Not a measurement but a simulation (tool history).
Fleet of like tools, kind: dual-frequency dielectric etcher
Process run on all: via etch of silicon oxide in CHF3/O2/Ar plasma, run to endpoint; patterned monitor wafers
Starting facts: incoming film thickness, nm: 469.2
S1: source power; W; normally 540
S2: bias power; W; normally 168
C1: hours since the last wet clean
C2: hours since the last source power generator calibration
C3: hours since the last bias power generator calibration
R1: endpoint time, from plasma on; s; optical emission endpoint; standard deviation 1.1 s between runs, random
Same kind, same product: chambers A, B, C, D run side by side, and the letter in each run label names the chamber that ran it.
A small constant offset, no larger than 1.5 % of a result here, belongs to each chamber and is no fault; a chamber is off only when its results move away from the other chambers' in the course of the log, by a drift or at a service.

run   hour   S1   S2     C1      C2      C3      R1
 1C    5.7  540  168  336.3   558.7  2294.6  255.93
 2B   11.4  540  168  305.6   307.7   541.2  250.31
 3D   16.3  540  168  183.5  2776.9   507.5  249.09
 4A   24.6  540  168  271.7  4085.3    66.1  254.08
 5A   29.3  540  168  276.4    4090    70.8  254.22
 6D   37.7  540  168  204.9  2798.3   528.9  252.67
 7C   46.7  540  168  377.3   599.7  2335.6  256.73
 8B     52  540  168  346.2   348.3   581.8  250.02
 9D   57.2  450  168  224.4  2817.8   548.4  269.48
10A   61.9  450  168    309  4122.6   103.4  273.45
11C   67.8  450  168  398.4   620.8  2356.7  276.53
        68  -- chamber C: wet clean of the chamber
12B   72.5  450  168  366.7   368.8   602.3  266.99
13D   77.9  540  168  245.1  2838.5   569.1   252.5
14C   82.5  540  168   14.6   635.5  2371.4  247.73
        85  -- chamber A: wet clean of the chamber
15A   86.7  540  168    1.8  4147.4   128.2  255.57
16B   94.9  540  168  389.1   391.2   624.7  249.55
17D  103.2  540  168  270.4  2863.8   594.4  253.15
18C  108.6  540  168   40.7   661.6  2397.5   245.7
19A  115.2  620  193   30.3  4175.9   156.7  230.34
20B  124.3  620  193  418.5   420.6   654.1   228.4
21B  128.8  620  193    423   425.1   658.6  228.13
22C  135.5  620  193   67.6   688.5  2424.4  224.09
23D  143.9  540  168  311.1  2904.5   635.1     252
24A  152.5  540  168   67.6  4213.2     194  253.23
25A    158  540  168   73.1  4218.7   199.5  256.06
26D  166.9  540  168  334.1  2927.5   658.1   249.6
27B  172.7  540  168  466.9     469   702.5  251.81
28C  181.5  540  168  113.6   734.5  2470.4  248.94
29A  188.1  540  168  103.2  4248.8   229.6   255.9
30B  195.9  540  168  490.1   492.2   725.7   251.8
31D    200  540  168  367.2  2960.6   691.2  253.62
32C    207  540  168  139.1     760  2495.9   246.2

All 4 chambers run these settings next. Forecast each chamber's results:
33A  213.5  540  142               ?
33B  213.5  540  142               ?
33C  213.5  540  142               ?
33D  213.5  540  142               ?

run      R1
33A  267.82
33B  264.53
33C  260.49
33D  266.92
